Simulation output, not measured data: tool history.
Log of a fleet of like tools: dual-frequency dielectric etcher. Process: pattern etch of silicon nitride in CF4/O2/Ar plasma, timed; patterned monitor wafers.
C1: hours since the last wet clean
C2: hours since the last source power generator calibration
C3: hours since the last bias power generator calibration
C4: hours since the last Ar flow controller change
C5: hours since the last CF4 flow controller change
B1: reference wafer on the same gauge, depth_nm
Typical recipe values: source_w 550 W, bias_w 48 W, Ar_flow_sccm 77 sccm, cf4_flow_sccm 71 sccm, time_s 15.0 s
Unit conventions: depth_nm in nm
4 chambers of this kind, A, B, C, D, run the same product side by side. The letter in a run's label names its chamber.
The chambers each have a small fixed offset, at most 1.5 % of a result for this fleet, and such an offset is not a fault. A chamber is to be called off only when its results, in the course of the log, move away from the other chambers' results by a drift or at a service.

{"hour": 1.9, "done": "chamber C: wet clean of the chamber"}
{"run": "1D", "hour": 10.8, "source_w": 550, "bias_w": 48, "Ar_flow_sccm": 77, "cf4_flow_sccm": 71, "time_s": 15.0, "C1": 273.2, "C2": 1427.2, "C3": 3876.9, "C4": 3170.4, "C5": 3865.0, "B1": 31.189, "depth_nm": 29.988}
{"run": "2B", "hour": 17.0, "source_w": 550, "bias_w": 48, "Ar_flow_sccm": 77, "cf4_flow_sccm": 71, "time_s": 15.0, "C1": 83.6, "C2": 3715.2, "C3": 2826.4, "C4": 113.0, "C5": 1284.9, "B1": 31.19, "depth_nm": 30.085}
{"run": "3C", "hour": 24.4, "source_w": 550, "bias_w": 48, "Ar_flow_sccm": 77, "cf4_flow_sccm": 71, "time_s": 15.0, "C1": 22.5, "C2": 818.3, "C3": 902.3, "C4": 1907.2, "C5": 1193.0, "B1": 31.195, "depth_nm": 29.824}
{"run": "4A", "hour": 36.9, "source_w": 550, "bias_w": 48, "Ar_flow_sccm": 77, "cf4_flow_sccm": 71, "time_s": 15.0, "C1": 271.5, "C2": 864.8, "C3": 1969.5, "C4": 1035.5, "C5": 2240.3, "B1": 31.183, "depth_nm": 30.158}
{"run": "5B", "hour": 47.7, "source_w": 550, "bias_w": 48, "Ar_flow_sccm": 77, "cf4_flow_sccm": 71, "time_s": 15.0, "C1": 114.3, "C2": 3745.9, "C3": 2857.1, "C4": 143.7, "C5": 1315.6, "B1": 31.177, "depth_nm": 29.996}
{"run": "6C", "hour": 60.5, "source_w": 550, "bias_w": 48, "Ar_flow_sccm": 77, "cf4_flow_sccm": 61, "time_s": 15.0, "C1": 58.6, "C2": 854.4, "C3": 938.4, "C4": 1943.3, "C5": 1229.1, "B1": 31.179, "depth_nm": 29.26}
{"run": "7A", "hour": 67.4, "source_w": 550, "bias_w": 48, "Ar_flow_sccm": 77, "cf4_flow_sccm": 61, "time_s": 15.0, "C1": 302.0, "C2": 895.3, "C3": 2000.0, "C4": 1066.0, "C5": 2270.8, "B1": 31.187, "depth_nm": 29.548}
{"run": "8D", "hour": 74.0, "source_w": 550, "bias_w": 48, "Ar_flow_sccm": 77, "cf4_flow_sccm": 61, "time_s": 15.0, "C1": 336.4, "C2": 1490.4, "C3": 3940.1, "C4": 3233.6, "C5": 3928.2, "B1": 31.171, "depth_nm": 29.428}
{"run": "9B", "hour": 81.7, "source_w": 550, "bias_w": 48, "Ar_flow_sccm": 77, "cf4_flow_sccm": 61, "time_s": 15.0, "C1": 148.3, "C2": 3779.9, "C3": 2891.1, "C4": 177.7, "C5": 1349.6, "B1": 31.161, "depth_nm": 29.42}
{"run": "10C", "hour": 94.0, "source_w": 640, "bias_w": 48, "Ar_flow_sccm": 77, "cf4_flow_sccm": 86, "time_s": 15.0, "C1": 92.1, "C2": 887.9, "C3": 971.9, "C4": 1976.8, "C5": 1262.6, "B1": 31.153, "depth_nm": 34.927}
{"run": "11D", "hour": 106.0, "source_w": 640, "bias_w": 48, "Ar_flow_sccm": 77, "cf4_flow_sccm": 86, "time_s": 15.0, "C1": 368.4, "C2": 1522.4, "C3": 3972.1, "C4": 3265.6, "C5": 3960.2, "B1": 31.153, "depth_nm": 35.087}
{"run": "12A", "hour": 116.7, "source_w": 640, "bias_w": 48, "Ar_flow_sccm": 77, "cf4_flow_sccm": 86, "time_s": 15.0, "C1": 351.3, "C2": 944.6, "C3": 2049.3, "C4": 1115.3, "C5": 2320.1, "B1": 31.15, "depth_nm": 35.152}
{"run": "13C", "hour": 127.0, "source_w": 640, "bias_w": 48, "Ar_flow_sccm": 77, "cf4_flow_sccm": 86, "time_s": 15.0, "C1": 125.1, "C2": 920.9, "C3": 1004.9, "C4": 2009.8, "C5": 1295.6, "B1": 31.148, "depth_nm": 34.853}
{"run": "14A", "hour": 135.0, "source_w": 550, "bias_w": 48, "Ar_flow_sccm": 77, "cf4_flow_sccm": 71, "time_s": 15.0, "C1": 369.6, "C2": 962.9, "C3": 2067.6, "C4": 1133.6, "C5": 2338.4, "B1": 31.135, "depth_nm": 30.102}
{"run": "15B", "hour": 144.7, "source_w": 550, "bias_w": 48, "Ar_flow_sccm": 60, "cf4_flow_sccm": 71, "time_s": 15.0, "C1": 211.3, "C2": 3842.9, "C3": 2954.1, "C4": 240.7, "C5": 1412.6, "B1": 31.141, "depth_nm": 30.962}
{"run": "16D", "hour": 152.0, "source_w": 550, "bias_w": 48, "Ar_flow_sccm": 60, "cf4_flow_sccm": 71, "time_s": 15.0, "C1": 414.4, "C2": 1568.4, "C3": 4018.1, "C4": 3311.6, "C5": 4006.2, "B1": 31.137, "depth_nm": 30.949}
{"run": "17B", "hour": 165.2, "source_w": 550, "bias_w": 48, "Ar_flow_sccm": 60, "cf4_flow_sccm": 71, "time_s": 15.0, "C1": 231.8, "C2": 3863.4, "C3": 2974.6, "C4": 261.2, "C5": 1433.1, "B1": 31.123, "depth_nm": 30.966}
{"run": "18D", "hour": 173.1, "source_w": 550, "bias_w": 48, "Ar_flow_sccm": 60, "cf4_flow_sccm": 71, "time_s": 15.0, "C1": 435.5, "C2": 1589.5, "C3": 4039.2, "C4": 3332.7, "C5": 4027.3, "B1": 31.126, "depth_nm": 30.943}
{"run": "19A", "hour": 181.0, "source_w": 550, "bias_w": 48, "Ar_flow_sccm": 77, "cf4_flow_sccm": 71, "time_s": 15.0, "C1": 415.6, "C2": 1008.9, "C3": 2113.6, "C4": 1179.6, "C5": 2384.4, "B1": 31.118, "depth_nm": 30.176}
{"hour": 183.8, "done": "chamber D: wet clean of the chamber"}
{"run": "20C", "hour": 190.4, "source_w": 550, "bias_w": 48, "Ar_flow_sccm": 77, "cf4_flow_sccm": 71, "time_s": 15.0, "C1": 188.5, "C2": 984.3, "C3": 1068.3, "C4": 2073.2, "C5": 1359.0, "B1": 31.118, "depth_nm": 29.814}
{"run": "21D", "hour": 203.1, "source_w": 550, "bias_w": 48, "Ar_flow_sccm": 77, "cf4_flow_sccm": 71, "time_s": 15.0, "C1": 19.3, "C2": 1619.5, "C3": 4069.2, "C4": 3362.7, "C5": 4057.3, "B1": 31.116, "depth_nm": 29.975}
{"hour": 211.0, "done": "chamber A: wet clean of the chamber"}
{"run": "22B", "hour": 215.3, "source_w": 550, "bias_w": 48, "Ar_flow_sccm": 77, "cf4_flow_sccm": 71, "time_s": 15.0, "C1": 281.9, "C2": 3913.5, "C3": 3024.7, "C4": 311.3, "C5": 1483.2, "B1": 31.107, "depth_nm": 29.984}
{"hour": 221.4, "done": "chamber D: CF4 flow controller replaced"}
{"run": "23A", "hour": 225.7, "source_w": 550, "bias_w": 48, "Ar_flow_sccm": 77, "cf4_flow_sccm": 71, "time_s": 15.0, "C1": 14.7, "C2": 1053.6, "C3": 2158.3, "C4": 1224.3, "C5": 2429.1, "B1": 31.094, "depth_nm": 30.035}
{"run": "24C", "hour": 235.6, "source_w": 550, "bias_w": 48, "Ar_flow_sccm": 77, "cf4_flow_sccm": 71, "time_s": 15.0, "C1": 233.7, "C2": 1029.5, "C3": 1113.5, "C4": 2118.4, "C5": 1404.2, "B1": 31.096, "depth_nm": 29.69}
{"run": "25C", "hour": 244.4, "source_w": 550, "bias_w": 48, "Ar_flow_sccm": 77, "cf4_flow_sccm": 71, "time_s": 15.0, "C1": 242.5, "C2": 1038.3, "C3": 1122.3, "C4": 2127.2, "C5": 1413.0, "B1": 31.098, "depth_nm": 29.709}
{"run": "26B", "hour": 257.6, "source_w": 550, "bias_w": 48, "Ar_flow_sccm": 77, "cf4_flow_sccm": 71, "time_s": 15.0, "C1": 324.2, "C2": 3955.8, "C3": 3067.0, "C4": 353.6, "C5": 1525.5, "B1": 31.085, "depth_nm": 30.042}
{"hour": 258.5, "done": "chamber B: bias power generator calibrated"}
{"run": "27A", "hour": 266.1, "source_w": 650, "bias_w": 48, "Ar_flow_sccm": 77, "cf4_flow_sccm": 71, "time_s": 17.5, "C1": 55.1, "C2": 1094.0, "C3": 2198.7, "C4": 1264.7, "C5": 2469.5, "B1": 31.092, "depth_nm": 40.5}
{"run": "28D", "hour": 277.2, "source_w": 650, "bias_w": 48, "Ar_flow_sccm": 77, "cf4_flow_sccm": 71, "time_s": 17.5, "C1": 93.4, "C2": 1693.6, "C3": 4143.3, "C4": 3436.8, "C5": 55.9, "B1": 31.091, "depth_nm": 40.372}
{"run": "29D", "hour": 283.6, "source_w": 650, "bias_w": 48, "Ar_flow_sccm": 77, "cf4_flow_sccm": 71, "time_s": 17.5, "C1": 99.8, "C2": 1700.0, "C3": 4149.7, "C4": 3443.2, "C5": 62.3, "B1": 31.082, "depth_nm": 40.218}
{"run": "30B", "hour": 297.2, "source_w": 650, "bias_w": 48, "Ar_flow_sccm": 77, "cf4_flow_sccm": 71, "time_s": 17.5, "C1": 363.8, "C2": 3995.4, "C3": 38.8, "C4": 393.2, "C5": 1565.1, "B1": 31.067, "depth_nm": 40.364}
{"run": "31A", "hour": 306.3, "source_w": 550, "bias_w": 48, "Ar_flow_sccm": 77, "cf4_flow_sccm": 79, "time_s": 15.0, "C1": 95.3, "C2": 1134.2, "C3": 2238.9, "C4": 1304.9, "C5": 2509.7, "B1": 31.072, "depth_nm": 30.457}
{"run": "32C", "hour": 312.5, "source_w": 550, "bias_w": 48, "Ar_flow_sccm": 77, "cf4_flow_sccm": 79, "time_s": 15.0, "C1": 310.6, "C2": 1106.4, "C3": 1190.4, "C4": 2195.3, "C5": 1481.1, "B1": 31.052, "depth_nm": 30.098}
{"run": "33B", "hour": 318.7, "source_w": 550, "bias_w": 48, "Ar_flow_sccm": 77, "cf4_flow_sccm": 79, "time_s": 15.0, "C1": 385.3, "C2": 4016.9, "C3": 60.3, "C4": 414.7, "C5": 1586.6, "B1": 31.047, "depth_nm": 30.481}
{"run": "34A", "hour": 329.4, "source_w": 550, "bias_w": 48, "Ar_flow_sccm": 77, "cf4_flow_sccm": 79, "time_s": 15.0, "C1": 118.4, "C2": 1157.3, "C3": 2262.0, "C4": 1328.0, "C5": 2532.8, "B1": 31.059, "depth_nm": 30.416}
{"run": "35C", "hour": 338.7, "source_w": 550, "bias_w": 48, "Ar_flow_sccm": 77, "cf4_flow_sccm": 71, "time_s": 15.0, "C1": 336.8, "C2": 1132.6, "C3": 1216.6, "C4": 2221.5, "C5": 1507.3, "B1": 31.042, "depth_nm": 29.627}
{"run": "36D", "hour": 346.3, "source_w": 550, "bias_w": 48, "Ar_flow_sccm": 77, "cf4_flow_sccm": 71, "time_s": 15.0, "C1": 162.5, "C2": 1762.7, "C3": 4212.4, "C4": 3505.9, "C5": 125.0, "B1": 31.055, "depth_nm": 29.907}
{"run": "37C", "hour": 354.0, "source_w": 550, "bias_w": 48, "Ar_flow_sccm": 77, "cf4_flow_sccm": 71, "time_s": 15.0, "C1": 352.1, "C2": 1147.9, "C3": 1231.9, "C4": 2236.8, "C5": 1522.6, "B1": 31.04, "depth_nm": 29.758}
{"run": "38B", "hour": 366.4, "source_w": 550, "bias_w": 48, "Ar_flow_sccm": 77, "cf4_flow_sccm": 71, "time_s": 15.0, "C1": 433.0, "C2": 4064.6, "C3": 108.0, "C4": 462.4, "C5": 1634.3, "B1": 31.037, "depth_nm": 29.977}
{"run": "39A", "hour": 378.4, "source_w": 670, "bias_w": 48, "Ar_flow_sccm": 77, "cf4_flow_sccm": 87, "time_s": 15.0, "C1": 167.4, "C2": 1206.3, "C3": 2311.0, "C4": 1377.0, "C5": 2581.8, "B1": 31.036, "depth_nm": 36.606}
{"run": "40D", "hour": 386.0, "source_w": 670, "bias_w": 48, "Ar_flow_sccm": 77, "cf4_flow_sccm": 87, "time_s": 15.0, "C1": 202.2, "C2": 1802.4, "C3": 4252.1, "C4": 3545.6, "C5": 164.7, "B1": 31.033, "depth_nm": 36.374}
{"run": "41D", "hour": 393.2, "source_w": 670, "bias_w": 48, "Ar_flow_sccm": 77, "cf4_flow_sccm": 87, "time_s": 15.0, "C1": 209.4, "C2": 1809.6, "C3": 4259.3, "C4": 3552.8, "C5": 171.9, "B1": 31.031, "depth_nm": 36.364}
{"run": "42A", "hour": 402.5, "source_w": 670, "bias_w": 48, "Ar_flow_sccm": 77, "cf4_flow_sccm": 87, "time_s": 15.0, "C1": 191.5, "C2": 1230.4, "C3": 2335.1, "C4": 1401.1, "C5": 2605.9, "B1": 31.029, "depth_nm": 36.442}

All 4 chambers run these settings next. Forecast each chamber's results:
{"run": "43A", "hour": 412.2, "source_w": 550, "bias_w": 48, "Ar_flow_sccm": 77, "cf4_flow_sccm": 71, "time_s": 15.0, "depth_nm": "?"}
{"run": "43B", "hour": 412.2, "source_w": 550, "bias_w": 48, "Ar_flow_sccm": 77, "cf4_flow_sccm": 71, "time_s": 15.0, "depth_nm": "?"}
{"run": "43C", "hour": 412.2, "source_w": 550, "bias_w": 48, "Ar_flow_sccm": 77, "cf4_flow_sccm": 71, "time_s": 15.0, "depth_nm": "?"}
{"run": "43D", "hour": 412.2, "source_w": 550, "bias_w": 48, "Ar_flow_sccm": 77, "cf4_flow_sccm": 71, "time_s": 15.0, "depth_nm": "?"}

run=43A depth_nm=30.017
run=43B depth_nm=29.948
run=43C depth_nm=29.613
run=43D depth_nm=29.897
